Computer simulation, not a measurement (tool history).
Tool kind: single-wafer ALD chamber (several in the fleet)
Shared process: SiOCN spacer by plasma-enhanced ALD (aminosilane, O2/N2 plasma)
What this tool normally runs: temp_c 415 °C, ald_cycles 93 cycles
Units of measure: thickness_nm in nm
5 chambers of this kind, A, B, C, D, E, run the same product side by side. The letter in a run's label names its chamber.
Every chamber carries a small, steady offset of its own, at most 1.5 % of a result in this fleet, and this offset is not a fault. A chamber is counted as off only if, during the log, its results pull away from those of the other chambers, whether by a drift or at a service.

run   hour  temp_c  ald_cycles  hours since the last thermocouple change  read-back reference wafer on the same gauge, thickness_nm  thickness_nm
 1A   12.7     415          93                                     608.3                                                     4.9309        5.4437
 2B   21.6     415          93                                     360.7                                                     4.9301        5.4089
 3D   29.5     415          93                                    1067.4                                                     4.9288        5.3244
 4C   41.1     415          93                                    1006.2                                                     4.9285        5.4000
 5E   53.2     407          78                                     579.5                                                     4.9330        4.6135
 6E   65.9     407          78                                     592.2                                                     4.9352        4.6207
 7B   78.3     407          78                                     417.4                                                     4.9264        4.6402
 8A   87.2     407          78                                     682.8                                                     4.9275        4.6311
 9C   97.8     407          78                                    1062.9                                                     4.9281        4.6757
10D  109.8     415          93                                    1147.7                                                     4.9291        5.3418
11E  122.4     415          93                                     648.7                                                     4.9265        5.3831
12A  133.8     415          93                                     729.4                                                     4.9302        5.3692
13D  142.7     420          76                                    1180.6                                                     4.9299        4.3118
14C  154.9     420          76                                    1120.0                                                     4.9341        4.3604
15B  161.3     420          76                                     500.4                                                     4.9321        4.3726
16E  171.7     420          76                                     698.0                                                     4.9376        4.3221
17A  178.9     420          76                                     774.5                                                     4.9314        4.3182
18C  190.9     415          93                                    1156.0                                                     4.9343        5.4216
19B  202.3     429          85                                     541.4                                                     4.9274        4.7125
20D  211.4     429          85                                    1249.3                                                     4.9230        4.6764
21D  222.3     429          85                                    1260.2                                                     4.9291        4.6901
     231.3  -- chamber C: thermocouple changed; heater temperature recalibrated
22E  235.2     429          85                                     761.5                                                     4.9319        4.6961
23A  241.4     429          85                                     837.0                                                     4.9319        4.7257
24B  253.2     415          93                                     592.3                                                     4.9328        5.3987
25C  259.9     415          93                                      28.6                                                     4.9279        5.4116
26C  267.3     415          93                                      36.0                                                     4.9315        5.3960
27B  280.8     415          93                                     619.9                                                     4.9316        5.3834
28E  294.0     415          93                                     820.3                                                     4.9267        5.3931
29A  301.1     415          93                                     896.7                                                     4.9268        5.3917
30D  313.5     415          93                                    1351.4                                                     4.9277        5.3245
31B  320.5     415          93                                     659.6                                                     4.9320        5.3874
32C  327.2     415          93                                      95.9                                                     4.9332        5.3811
33A  340.5     415          93                                     936.1                                                     4.9298        5.3602
34D  348.5     428          83                                    1386.4                                                     4.9314        4.5554
35E  358.1     428          83                                     884.4                                                     4.9286        4.5896
36A  368.9     428          83                                     964.5                                                     4.9308        4.6133
37D  381.9     428          83                                    1419.8                                                     4.9351        4.5838
38E  389.7     428          83                                     916.0                                                     4.9336        4.5867
39B  398.3     415          93                                     737.4                                                     4.9272        5.3964
40C  406.1     415          93                                     174.8                                                     4.9302        5.3957
41E  418.6     415          93                                     944.9                                                     4.9277        5.3239

Which is it: a chamber that has drifted or been left off by a service, a gauge drift common to all chambers, or only each chamber's usual small offset? If a chamber is off, name it and its likeliest cause.

No chamber stands off beyond its own small offset, and the gauge holds steady.
